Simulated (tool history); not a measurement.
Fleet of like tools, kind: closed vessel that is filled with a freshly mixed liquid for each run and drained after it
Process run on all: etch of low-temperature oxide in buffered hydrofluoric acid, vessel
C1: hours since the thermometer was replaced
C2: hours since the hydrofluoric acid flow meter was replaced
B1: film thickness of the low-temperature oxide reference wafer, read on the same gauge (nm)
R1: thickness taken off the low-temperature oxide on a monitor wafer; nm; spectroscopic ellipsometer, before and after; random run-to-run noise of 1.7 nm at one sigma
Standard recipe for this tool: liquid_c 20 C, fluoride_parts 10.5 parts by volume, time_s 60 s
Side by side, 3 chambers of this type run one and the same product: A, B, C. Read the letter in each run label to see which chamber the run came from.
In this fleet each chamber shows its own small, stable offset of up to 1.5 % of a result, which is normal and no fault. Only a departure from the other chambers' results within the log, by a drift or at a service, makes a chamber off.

run 1B hour=6.1 | liquid_c=20 fluoride_parts=10.5 time_s=60 | C1=1973.3 C2=814.5 | B1=59.993 | R1=204.61
run 2A hour=13.1 | liquid_c=20 fluoride_parts=10.5 time_s=60 | C1=1353.3 C2=748.0 | B1=60.031 | R1=208.24
run 3C hour=19.1 | liquid_c=20 fluoride_parts=10.5 time_s=60 | C1=69.4 C2=522.2 | B1=60.029 | R1=207.12
run 4B hour=27.8 | liquid_c=20 fluoride_parts=10.5 time_s=60 | C1=1995.0 C2=836.2 | B1=60.032 | R1=206.76
run 5C hour=36.8 | liquid_c=20 fluoride_parts=10.5 time_s=60 | C1=87.1 C2=539.9 | B1=60.037 | R1=208.44
run 6A hour=43.3 | liquid_c=20 fluoride_parts=10.5 time_s=60 | C1=1383.5 C2=778.2 | B1=60.008 | R1=208.67
run 7C hour=51.0 | liquid_c=20 fluoride_parts=10.5 time_s=60 | C1=101.3 C2=554.1 | B1=60.032 | R1=211.33
run 8B hour=61.2 | liquid_c=20 fluoride_parts=10.5 time_s=60 | C1=2028.4 C2=869.6 | B1=59.991 | R1=205.25
run 9A hour=70.4 | liquid_c=20 fluoride_parts=10.5 time_s=60 | C1=1410.6 C2=805.3 | B1=60.009 | R1=209.42
run 10A hour=80.0 | liquid_c=20 fluoride_parts=10.5 time_s=60 | C1=1420.2 C2=814.9 | B1=60.006 | R1=209.63
run 11C hour=90.1 | liquid_c=20 fluoride_parts=10.5 time_s=60 | C1=140.4 C2=593.2 | B1=60.002 | R1=209.82
run 12B hour=99.2 | liquid_c=20 fluoride_parts=10.5 time_s=60 | C1=2066.4 C2=907.6 | B1=60.013 | R1=204.14
run 13A hour=108.1 | liquid_c=20 fluoride_parts=10.5 time_s=60 | C1=1448.3 C2=843.0 | B1=60.027 | R1=208.92
run 14C hour=118.4 | liquid_c=20 fluoride_parts=10.5 time_s=60 | C1=168.7 C2=621.5 | B1=60.035 | R1=210.13
-- hour=123.5 chamber B: thermometer replaced
run 15B hour=124.3 | liquid_c=20 fluoride_parts=10.5 time_s=60 | C1=0.9 C2=932.7 | B1=60.042 | R1=205.62
run 16B hour=132.7 | liquid_c=20 fluoride_parts=10.5 time_s=60 | C1=9.3 C2=941.1 | B1=60.044 | R1=206.12
run 17C hour=142.1 | liquid_c=20 fluoride_parts=10.5 time_s=60 | C1=192.4 C2=645.2 | B1=60.065 | R1=214.36
run 18A hour=149.7 | liquid_c=20 fluoride_parts=10.5 time_s=60 | C1=1489.9 C2=884.6 | B1=60.020 | R1=208.45
run 19B hour=159.2 | liquid_c=20 fluoride_parts=10.5 time_s=60 | C1=35.8 C2=967.6 | B1=60.015 | R1=208.08
run 20A hour=168.2 | liquid_c=20 fluoride_parts=10.5 time_s=60 | C1=1508.4 C2=903.1 | B1=60.019 | R1=209.86
run 21C hour=175.5 | liquid_c=20 fluoride_parts=13.0 time_s=60 | C1=225.8 C2=678.6 | B1=60.007 | R1=175.19
run 22C hour=182.1 | liquid_c=20 fluoride_parts=13.0 time_s=60 | C1=232.4 C2=685.2 | B1=59.984 | R1=176.05
run 23B hour=191.5 | liquid_c=20 fluoride_parts=13.0 time_s=60 | C1=68.1 C2=999.9 | B1=59.983 | R1=166.59

Which is it: a chamber that has drifted or been left off by a service, a gauge drift common to all chambers, or only each chamber's usual small offset? If a chamber is off, name it and its likeliest cause.

One chamber, C, drifts off from the rest bit by bit.
What lies behind it: hydrofluoric acid flow above the setpoint (%) = 5.
The log may not tell that from: liquid hotter than its thermometer reads (K).

Here are 4 candidates for chamber C's next run, each the usual settings with a change, their results left as question marks. Which one brings its results back in line with what the others give on the usual settings?
To be in line, a result may differ from the other chambers' mean on the usual settings by at most: R1 5.90 nm
run 24C-1 hour=198.8 | liquid_c=21.0 fluoride_parts=10.5 time_s=60 | R1=?
run 24C-2 hour=198.8 | liquid_c=19.0 fluoride_parts=10.5 time_s=60 | R1=?
run 24C-3 hour=198.8 | liquid_c=20.0 fluoride_parts=11.5 time_s=60 | R1=?
run 24C-4 hour=198.8 | liquid_c=20.5 fluoride_parts=10.5 time_s=65 | R1=?

What the other chambers average on the usual settings: R1 208.01 nm
run=24C-1 R1=231.51
run=24C-2 R1=206.52
run=24C-3 R1=200.25
run=24C-4 R1=243.78
With 24C-2, the chamber falls back in line with the rest.
